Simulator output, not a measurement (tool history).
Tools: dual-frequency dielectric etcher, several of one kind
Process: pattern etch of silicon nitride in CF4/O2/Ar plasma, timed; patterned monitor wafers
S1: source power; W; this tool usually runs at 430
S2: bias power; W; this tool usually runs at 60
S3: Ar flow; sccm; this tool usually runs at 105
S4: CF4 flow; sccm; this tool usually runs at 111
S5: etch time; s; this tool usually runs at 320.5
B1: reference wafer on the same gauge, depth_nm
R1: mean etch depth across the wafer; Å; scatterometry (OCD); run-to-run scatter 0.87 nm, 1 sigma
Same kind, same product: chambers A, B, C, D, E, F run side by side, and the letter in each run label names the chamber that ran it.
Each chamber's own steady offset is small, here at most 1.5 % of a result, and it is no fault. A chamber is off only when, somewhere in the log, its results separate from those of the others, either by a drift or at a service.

run	hour	S1	S2	S3	S4	S5	B1	R1
1A	7.1	430	60	105	111	320.5	595.02	5781.2
2C	15.2	430	60	105	111	320.5	595.21	5844.8
3E	19.8	430	60	105	111	320.5	595.35	5805.5
# hour 23: chamber F: bias power generator calibrated
# hour 23.6: chamber F: wet clean of the chamber
4D	25.8	430	60	105	111	320.5	595.32	5767.5
5F	34.2	430	60	105	111	320.5	595.46	5743.4
6B	41.4	430	60	105	111	320.5	595.72	5771.1
7F	47.1	430	60	105	111	320.5	595.74	5751.3
8A	51	430	51	105	111	320.5	595.76	5430.7
# hour 51.5: chamber C: wet clean of the chamber
9B	56.2	430	51	105	111	320.5	595.98	5437.7
10E	61.5	430	51	105	111	320.5	595.59	5476.8
11D	65.3	430	51	105	111	320.5	595.9	5417.8
12C	69.3	430	51	105	111	320.5	596.17	5501.1
13F	75.1	430	51	105	111	320.5	596.48	5396.4
14C	81	430	60	105	111	320.5	596.07	5875
15E	85	430	60	105	111	320.5	596.43	5810.2
16B	92	430	60	105	111	320.5	596.48	5786.8
17D	96.8	430	60	105	111	320.5	596.36	5764.4
18A	105	430	60	129	120	320.5	596.74	5693.6
19C	111.8	430	60	129	120	320.5	596.5	5787
20A	118.8	430	60	129	120	320.5	596.81	5705
21B	122.7	430	60	129	120	320.5	596.62	5704.4
22D	129.9	430	60	129	120	320.5	596.88	5705.8
23E	137.1	430	60	129	120	320.5	596.95	5748
24F	140.9	430	60	105	111	320.5	597.09	5749.5
25B	148.9	480	60	105	111	320.5	597.3	6376.7
26E	153.7	480	60	105	111	320.5	597.37	6428.3
27A	158.4	480	60	105	111	320.5	597.4	6364.7
28F	165.5	480	60	105	111	320.5	597.72	6349.1
29D	173.6	480	60	105	111	320.5	597.84	6357.8
30C	178	480	60	105	111	320.5	597.63	6476.1
31F	184.8	430	60	105	111	320.5	597.83	5762.4
32B	193.4	430	60	105	111	320.5	598	5787
33A	198.1	430	60	105	111	237.5	597.99	4311.9
34E	203.6	430	60	105	111	237.5	598.2	4323.4
35C	211.7	430	60	105	111	237.5	598.03	4358.1
36D	219.9	430	60	105	111	237.5	598.41	4295.3
37C	224.3	430	60	105	111	237.5	598.47	4361.6
38B	231	430	60	105	111	237.5	598.62	4295.3
39A	236.1	430	60	105	111	320.5	598.74	5805.1

Has any chamber moved away from the others, gradually or after a service, or does the common gauge drift, or do the chambers differ only by their own small steady offsets? State the chamber and the most likely cause if one applies.

Every chamber seems to shift together because the gauge that measures them all drifts; the chambers themselves are fine.
Likeliest cause: gauge reads high (%) = 0.618.
